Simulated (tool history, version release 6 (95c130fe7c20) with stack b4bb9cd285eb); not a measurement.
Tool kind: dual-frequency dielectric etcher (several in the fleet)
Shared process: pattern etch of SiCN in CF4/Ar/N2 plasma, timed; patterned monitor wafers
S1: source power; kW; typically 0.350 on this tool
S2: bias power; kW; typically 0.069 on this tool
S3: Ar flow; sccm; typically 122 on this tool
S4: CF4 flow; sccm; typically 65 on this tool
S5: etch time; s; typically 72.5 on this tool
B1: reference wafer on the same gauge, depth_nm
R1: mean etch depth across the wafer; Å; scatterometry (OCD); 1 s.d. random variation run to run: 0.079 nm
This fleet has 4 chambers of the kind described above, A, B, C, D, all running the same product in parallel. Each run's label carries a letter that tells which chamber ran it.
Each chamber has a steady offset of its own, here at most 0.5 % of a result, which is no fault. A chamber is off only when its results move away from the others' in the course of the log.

run,hour,S1,S2,S3,S4,S5,B1,R1
# hour 10.1: chamber D: CF4 flow controller replaced
1A,10.2,0.350,0.069,122,65,72.5,45.014,474.82
2B,18.0,0.350,0.069,122,65,72.5,45.026,473.48
3D,28.6,0.350,0.069,122,65,72.5,45.049,475.94
4C,41.1,0.350,0.069,122,65,72.5,45.029,476.49
5A,49.1,0.350,0.069,122,65,72.5,45.062,474.28
6B,54.7,0.350,0.069,122,65,72.5,45.073,473.33
# hour 61.7: chamber D: wet clean of the chamber
7D,66.5,0.350,0.069,122,65,72.5,45.086,476.97
8C,72.3,0.350,0.069,122,65,72.5,45.089,476.99
9B,78.4,0.350,0.069,122,65,72.5,45.086,473.70
10D,89.6,0.350,0.069,122,65,72.5,45.112,475.07
11C,99.1,0.350,0.069,122,65,72.5,45.112,476.65
12A,111.4,0.350,0.069,94,65,72.5,45.127,497.32
13D,120.6,0.350,0.069,94,65,72.5,45.146,496.42
14B,131.9,0.350,0.069,94,65,72.5,45.167,494.30
15C,144.7,0.350,0.069,94,65,72.5,45.171,495.42
16A,155.1,0.350,0.069,122,65,72.5,45.186,477.70
17D,162.0,0.350,0.069,122,65,72.5,45.196,476.99
# hour 167.8: chamber C: wet clean of the chamber
18A,171.2,0.350,0.069,122,65,72.5,45.204,476.94
19C,179.5,0.350,0.083,103,65,72.5,45.218,523.08
20B,189.9,0.350,0.083,103,65,72.5,45.230,522.03
21C,197.0,0.350,0.083,103,65,72.5,45.226,522.59
22A,206.5,0.350,0.083,103,65,72.5,45.228,525.03
23B,216.3,0.350,0.069,122,65,72.5,45.264,475.20
24D,224.3,0.350,0.069,122,65,72.5,45.276,477.38
25A,233.1,0.350,0.069,122,65,72.5,45.271,477.88
26C,242.8,0.350,0.069,122,65,72.5,45.305,476.45
27B,255.8,0.350,0.069,122,65,72.5,45.305,476.46

Decide between three cases: one chamber stands off from its peers, the gauge reading all wafers drifts, or nothing is wrong past each chamber's small offset. Where a chamber is off, say which and what most likely put it there.

The shared gauge is drifting. All chambers look as if they move in step, but none is off.
Likeliest cause: gauge reads high (%) = 0.695.
